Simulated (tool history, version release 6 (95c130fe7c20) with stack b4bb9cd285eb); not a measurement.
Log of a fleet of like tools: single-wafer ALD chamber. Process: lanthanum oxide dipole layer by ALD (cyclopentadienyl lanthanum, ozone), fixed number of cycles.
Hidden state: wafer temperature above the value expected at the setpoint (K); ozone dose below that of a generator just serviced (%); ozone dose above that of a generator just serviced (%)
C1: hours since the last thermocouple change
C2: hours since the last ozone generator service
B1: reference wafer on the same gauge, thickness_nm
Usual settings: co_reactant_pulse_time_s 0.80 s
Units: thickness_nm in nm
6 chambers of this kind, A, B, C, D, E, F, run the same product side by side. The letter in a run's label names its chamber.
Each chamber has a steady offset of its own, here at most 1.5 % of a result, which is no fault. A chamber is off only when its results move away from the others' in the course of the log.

{"run": "1F", "hour": 3.9, "co_reactant_pulse_time_s": 0.8, "C1": 1092.1, "C2": 329.3, "B1": 0.43222, "thickness_nm": 0.46155}
{"run": "2C", "hour": 12.4, "co_reactant_pulse_time_s": 0.8, "C1": 126.8, "C2": 903.4, "B1": 0.43201, "thickness_nm": 0.46475}
{"run": "3A", "hour": 20.0, "co_reactant_pulse_time_s": 0.8, "C1": 27.1, "C2": 797.0, "B1": 0.43231, "thickness_nm": 0.46333}
{"run": "4B", "hour": 25.0, "co_reactant_pulse_time_s": 0.8, "C1": 2310.1, "C2": 254.6, "B1": 0.43193, "thickness_nm": 0.45917}
{"run": "5D", "hour": 31.8, "co_reactant_pulse_time_s": 0.8, "C1": 202.8, "C2": 509.0, "B1": 0.4322, "thickness_nm": 0.46109}
{"run": "6E", "hour": 37.6, "co_reactant_pulse_time_s": 0.8, "C1": 1865.8, "C2": 202.4, "B1": 0.43219, "thickness_nm": 0.45657}
{"run": "7A", "hour": 45.7, "co_reactant_pulse_time_s": 0.8, "C1": 52.8, "C2": 822.7, "B1": 0.43143, "thickness_nm": 0.46678}
{"run": "8D", "hour": 51.5, "co_reactant_pulse_time_s": 0.8, "C1": 222.5, "C2": 528.7, "B1": 0.43225, "thickness_nm": 0.45656}
{"run": "9B", "hour": 58.1, "co_reactant_pulse_time_s": 0.89, "C1": 2343.2, "C2": 287.7, "B1": 0.43138, "thickness_nm": 0.4814}
{"run": "10E", "hour": 62.9, "co_reactant_pulse_time_s": 0.89, "C1": 1891.1, "C2": 227.7, "B1": 0.4321, "thickness_nm": 0.47626}
{"run": "11C", "hour": 67.1, "co_reactant_pulse_time_s": 0.89, "C1": 181.5, "C2": 958.1, "B1": 0.43216, "thickness_nm": 0.4791}
{"run": "12F", "hour": 74.9, "co_reactant_pulse_time_s": 0.89, "C1": 1163.1, "C2": 400.3, "B1": 0.4322, "thickness_nm": 0.47643}
{"run": "13C", "hour": 79.4, "co_reactant_pulse_time_s": 0.89, "C1": 193.8, "C2": 970.4, "B1": 0.43197, "thickness_nm": 0.48176}
{"run": "14F", "hour": 84.4, "co_reactant_pulse_time_s": 0.89, "C1": 1172.6, "C2": 409.8, "B1": 0.43171, "thickness_nm": 0.47808}
{"run": "15A", "hour": 90.6, "co_reactant_pulse_time_s": 0.8, "C1": 97.7, "C2": 867.6, "B1": 0.43245, "thickness_nm": 0.46222}
{"run": "16E", "hour": 98.1, "co_reactant_pulse_time_s": 0.62, "C1": 1926.3, "C2": 262.9, "B1": 0.43212, "thickness_nm": 0.40574}
{"run": "17D", "hour": 104.3, "co_reactant_pulse_time_s": 0.62, "C1": 275.3, "C2": 581.5, "B1": 0.43157, "thickness_nm": 0.41045}
{"hour": 110.4, "done": "chamber D: ozone generator serviced"}
{"run": "18B", "hour": 111.0, "co_reactant_pulse_time_s": 0.62, "C1": 2396.1, "C2": 340.6, "B1": 0.4324, "thickness_nm": 0.41183}
{"run": "19B", "hour": 117.2, "co_reactant_pulse_time_s": 0.62, "C1": 2402.3, "C2": 346.8, "B1": 0.43216, "thickness_nm": 0.40882}
{"run": "20F", "hour": 124.8, "co_reactant_pulse_time_s": 0.62, "C1": 1213.0, "C2": 450.2, "B1": 0.43177, "thickness_nm": 0.40549}
{"run": "21C", "hour": 129.8, "co_reactant_pulse_time_s": 0.62, "C1": 244.2, "C2": 1020.8, "B1": 0.43231, "thickness_nm": 0.40881}
{"run": "22A", "hour": 135.3, "co_reactant_pulse_time_s": 0.8, "C1": 142.4, "C2": 912.3, "B1": 0.4322, "thickness_nm": 0.46343}
{"hour": 136.0, "done": "chamber F: ozone generator serviced"}
{"run": "23E", "hour": 139.7, "co_reactant_pulse_time_s": 0.8, "C1": 1967.9, "C2": 304.5, "B1": 0.432, "thickness_nm": 0.45389}
{"run": "24D", "hour": 145.2, "co_reactant_pulse_time_s": 0.8, "C1": 316.2, "C2": 34.8, "B1": 0.4315, "thickness_nm": 0.4608}
{"run": "25B", "hour": 151.6, "co_reactant_pulse_time_s": 0.9, "C1": 2436.7, "C2": 381.2, "B1": 0.43208, "thickness_nm": 0.48226}
{"run": "26D", "hour": 156.4, "co_reactant_pulse_time_s": 0.9, "C1": 327.4, "C2": 46.0, "B1": 0.43238, "thickness_nm": 0.48003}
{"run": "27F", "hour": 165.1, "co_reactant_pulse_time_s": 0.9, "C1": 1253.3, "C2": 29.2, "B1": 0.43206, "thickness_nm": 0.48232}
{"run": "28A", "hour": 173.6, "co_reactant_pulse_time_s": 0.9, "C1": 180.7, "C2": 950.6, "B1": 0.43158, "thickness_nm": 0.47607}
{"run": "29C", "hour": 181.8, "co_reactant_pulse_time_s": 0.9, "C1": 296.2, "C2": 1072.8, "B1": 0.43243, "thickness_nm": 0.4816}
{"run": "30E", "hour": 188.0, "co_reactant_pulse_time_s": 0.9, "C1": 2016.2, "C2": 352.8, "B1": 0.43189, "thickness_nm": 0.48128}
{"run": "31C", "hour": 194.1, "co_reactant_pulse_time_s": 0.8, "C1": 308.5, "C2": 1085.1, "B1": 0.43214, "thickness_nm": 0.46277}
{"run": "32A", "hour": 202.7, "co_reactant_pulse_time_s": 0.8, "C1": 209.8, "C2": 979.7, "B1": 0.4323, "thickness_nm": 0.44713}
{"run": "33D", "hour": 208.6, "co_reactant_pulse_time_s": 0.53, "C1": 379.6, "C2": 98.2, "B1": 0.43205, "thickness_nm": 0.37963}
{"run": "34B", "hour": 213.3, "co_reactant_pulse_time_s": 0.53, "C1": 2498.4, "C2": 442.9, "B1": 0.43198, "thickness_nm": 0.37507}
{"run": "35F", "hour": 221.5, "co_reactant_pulse_time_s": 0.53, "C1": 1309.7, "C2": 85.6, "B1": 0.43242, "thickness_nm": 0.37012}
{"run": "36E", "hour": 226.5, "co_reactant_pulse_time_s": 0.53, "C1": 2054.7, "C2": 391.3, "B1": 0.43146, "thickness_nm": 0.37383}
{"run": "37C", "hour": 234.8, "co_reactant_pulse_time_s": 0.53, "C1": 349.2, "C2": 1125.8, "B1": 0.43175, "thickness_nm": 0.37954}
{"run": "38B", "hour": 243.3, "co_reactant_pulse_time_s": 0.53, "C1": 2528.4, "C2": 472.9, "B1": 0.43175, "thickness_nm": 0.37618}
{"run": "39A", "hour": 251.7, "co_reactant_pulse_time_s": 0.8, "C1": 258.8, "C2": 1028.7, "B1": 0.43216, "thickness_nm": 0.447}
{"run": "40D", "hour": 258.0, "co_reactant_pulse_time_s": 0.8, "C1": 429.0, "C2": 147.6, "B1": 0.43181, "thickness_nm": 0.46198}
{"run": "41E", "hour": 263.7, "co_reactant_pulse_time_s": 0.8, "C1": 2091.9, "C2": 428.5, "B1": 0.43249, "thickness_nm": 0.45559}
{"run": "42F", "hour": 268.0, "co_reactant_pulse_time_s": 0.8, "C1": 1356.2, "C2": 132.1, "B1": 0.4316, "thickness_nm": 0.45775}
{"run": "43F", "hour": 275.9, "co_reactant_pulse_time_s": 0.8, "C1": 1364.1, "C2": 140.0, "B1": 0.43175, "thickness_nm": 0.45794}
{"run": "44E", "hour": 282.9, "co_reactant_pulse_time_s": 0.8, "C1": 2111.1, "C2": 447.7, "B1": 0.43193, "thickness_nm": 0.45567}

What goes on in this fleet: one chamber off, a drifting gauge, or nothing beyond the chambers' own small offsets? Name the chamber and the cause, if any.

Chamber A drifts away from the others.
Cause: ozone dose below that of a generator just serviced (%) = 11.6.

Here are 4 candidates for chamber A's next run, each the usual settings with a change, their results left as question marks. Which one brings its results back in line with what the others give on the usual settings?
In line means no further than this from the other chambers' mean on the usual settings: thickness_nm 0.00730 nm
{"run": "45A-1", "hour": 289.3, "co_reactant_pulse_time_s": 0.94, "thickness_nm": "?"}
{"run": "45A-2", "hour": 289.3, "co_reactant_pulse_time_s": 0.68, "thickness_nm": "?"}
{"run": "45A-3", "hour": 289.3, "co_reactant_pulse_time_s": 0.72, "thickness_nm": "?"}
{"run": "45A-4", "hour": 289.3, "co_reactant_pulse_time_s": 0.88, "thickness_nm": "?"}

The other chambers' mean on the usual settings: thickness_nm 0.45967 nm
run=45A-1 thickness_nm=0.47026
run=45A-2 thickness_nm=0.40701
run=45A-3 thickness_nm=0.41870
run=45A-4 thickness_nm=0.45810
45A-4 brings the chamber back in line.
